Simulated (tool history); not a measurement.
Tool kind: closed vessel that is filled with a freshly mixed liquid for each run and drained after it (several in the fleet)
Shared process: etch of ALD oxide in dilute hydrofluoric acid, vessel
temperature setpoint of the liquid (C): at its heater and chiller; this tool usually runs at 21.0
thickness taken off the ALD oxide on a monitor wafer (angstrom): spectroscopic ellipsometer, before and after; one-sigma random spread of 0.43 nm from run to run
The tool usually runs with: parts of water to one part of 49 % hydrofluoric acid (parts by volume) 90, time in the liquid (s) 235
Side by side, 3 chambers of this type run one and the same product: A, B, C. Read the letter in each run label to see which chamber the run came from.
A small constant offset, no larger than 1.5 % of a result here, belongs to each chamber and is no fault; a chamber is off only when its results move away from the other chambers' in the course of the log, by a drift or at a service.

run	hour	temperature setpoint of the liquid (C)	parts of water to one part of 49 % hydrofluoric acid (parts by volume)	time in the liquid (s)	hours since the thermometer was replaced	hours since the hydrofluoric acid flow meter was replaced	read-back film thickness of the ALD oxide reference wafer, read on the same gauge (nm)	thickness taken off the ALD oxide on a monitor wafer (angstrom)
1C	14.3	21.0	90	235	1519.3	643.0	50.015	561.83
2B	24.2	21.0	90	235	95.7	585.8	50.035	545.87
3A	35.4	21.0	90	235	424.4	772.5	49.989	557.15
4A	50.7	21.0	90	235	439.7	787.8	50.012	553.36
5B	59.7	21.0	90	235	131.2	621.3	49.992	542.11
6C	74.9	21.0	90	235	1579.9	703.6	49.988	558.28
7B	84.1	21.0	90	235	155.6	645.7	49.988	540.28
8C	98.6	21.0	90	235	1603.6	727.3	49.968	561.40
9A	111.2	21.0	90	235	500.2	848.3	50.004	562.06
10C	119.0	21.0	90	340	1624.0	747.7	50.047	808.65
11A	128.1	21.0	90	340	517.1	865.2	49.981	799.19
12B	137.4	21.0	90	340	208.9	699.0	50.017	789.81
13C	151.9	21.0	90	235	1656.9	780.6	49.965	561.41
14B	160.2	21.0	90	235	231.7	721.8	50.020	548.19
15A	170.8	21.0	90	235	559.8	907.9	49.993	559.74
16B	177.9	21.0	90	235	249.4	739.5	50.016	555.64
17C	193.4	21.0	90	235	1698.4	822.1	50.002	554.50
18A	203.3	21.0	90	235	592.3	940.4	49.969	561.20
19C	215.0	21.0	90	235	1720.0	843.7	49.986	560.41
20B	221.9	21.0	90	235	293.4	783.5	49.996	552.63
# hour 233.0: chamber A: hydrofluoric acid flow meter replaced
21A	235.4	21.0	90	235	624.4	2.4	50.006	547.54
22C	250.5	24.5	90	235	1755.5	879.2	50.013	642.41
23B	264.0	24.5	90	235	335.5	825.6	49.986	633.26

Which is it: a chamber that has drifted or been left off by a service, a gauge drift common to all chambers, or only each chamber's usual small offset? If a chamber is off, name it and its likeliest cause.

All chambers stay in line apart from their small fixed offsets, and the gauge does not drift.
